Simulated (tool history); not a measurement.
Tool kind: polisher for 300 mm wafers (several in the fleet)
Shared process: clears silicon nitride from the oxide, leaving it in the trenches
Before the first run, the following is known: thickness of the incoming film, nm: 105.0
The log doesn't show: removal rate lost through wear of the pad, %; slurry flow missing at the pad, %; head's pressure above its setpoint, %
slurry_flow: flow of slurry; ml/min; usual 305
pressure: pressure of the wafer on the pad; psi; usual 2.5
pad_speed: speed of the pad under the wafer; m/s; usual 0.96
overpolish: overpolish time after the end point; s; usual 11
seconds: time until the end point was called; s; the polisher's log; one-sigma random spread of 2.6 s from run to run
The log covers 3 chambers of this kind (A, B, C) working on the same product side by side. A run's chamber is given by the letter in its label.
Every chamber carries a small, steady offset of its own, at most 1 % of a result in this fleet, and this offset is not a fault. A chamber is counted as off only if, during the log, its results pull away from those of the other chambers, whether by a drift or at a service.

run,day,slurry_flow,pressure,pad_speed,overpolish,wafers polished on this pad,hours since the slurry nozzle was cleaned,hours since the head pressure was calibrated,seconds
1C,0.162,305,2.5,0.96,11,179,126.2,502.0,144.02
2B,0.308,305,2.5,0.96,11,758,571.1,521.5,150.86
3A,0.433,305,2.5,0.96,11,214,919.7,592.1,149.20
4B,0.612,305,2.5,0.96,11,794,578.4,528.8,153.63
5A,0.829,305,2.5,0.96,11,262,929.2,601.6,155.77
6C,1.000,305,2.5,0.96,11,280,146.3,522.1,143.29
7A,1.121,305,2.5,0.96,11,297,936.2,608.6,150.82
8C,1.275,305,2.5,0.96,11,313,152.9,528.7,147.65
9B,1.429,305,2.5,0.96,11,892,598.0,548.4,147.31
10B,1.588,305,2.5,0.96,11,911,601.8,552.2,146.35
11C,1.688,240,2.5,0.96,17,362,162.8,538.6,146.03
12A,1.838,240,2.5,0.96,17,383,953.4,625.8,159.23
13C,1.992,240,2.5,0.96,17,399,170.1,545.9,147.40
14B,2.133,305,2.5,0.96,11,977,614.9,565.3,150.86
15A,2.321,305,2.5,0.96,11,441,965.0,637.4,152.16
16B,2.500,305,2.5,0.96,11,1021,623.7,574.1,147.68
# day 2.504: chamber A: slurry nozzle cleaned
# day 2.638: chamber B: slurry nozzle cleaned
17A,2.679,305,2.5,0.96,11,484,4.2,646.0,153.00
18C,2.804,305,2.5,0.96,11,496,189.6,565.4,143.78
# day 2.879: chamber B: worn pad replaced by a new one
19C,2.950,305,2.5,0.96,11,514,193.1,568.9,147.91
20A,3.108,305,2.5,0.96,11,535,14.5,656.3,152.07
21B,3.275,305,2.5,0.96,11,47,15.3,592.7,144.01
22C,3.479,305,2.5,0.96,11,577,205.8,581.6,146.25
23B,3.621,305,2.5,0.96,11,89,23.6,601.0,149.97
24A,3.808,370,2.5,1.12,11,619,31.3,673.1,130.56
25A,3.971,370,2.5,1.12,11,639,35.2,677.0,125.24
26B,4.158,370,2.5,1.12,11,153,36.5,613.9,126.08
27C,4.288,370,2.5,0.96,7,674,225.2,601.0,148.45
# day 4.367: chamber A: worn pad replaced by a new one
28C,4.462,370,2.5,0.96,7,695,229.4,605.2,146.60
29A,4.579,370,2.5,0.96,7,25,49.8,691.6,149.01

Is one chamber out of step, is the gauge drifting, or do the chambers differ by no more than their own small offsets? For an off chamber, give its letter and the likeliest cause.

No chamber stands off beyond its own small offset, and the gauge holds steady.
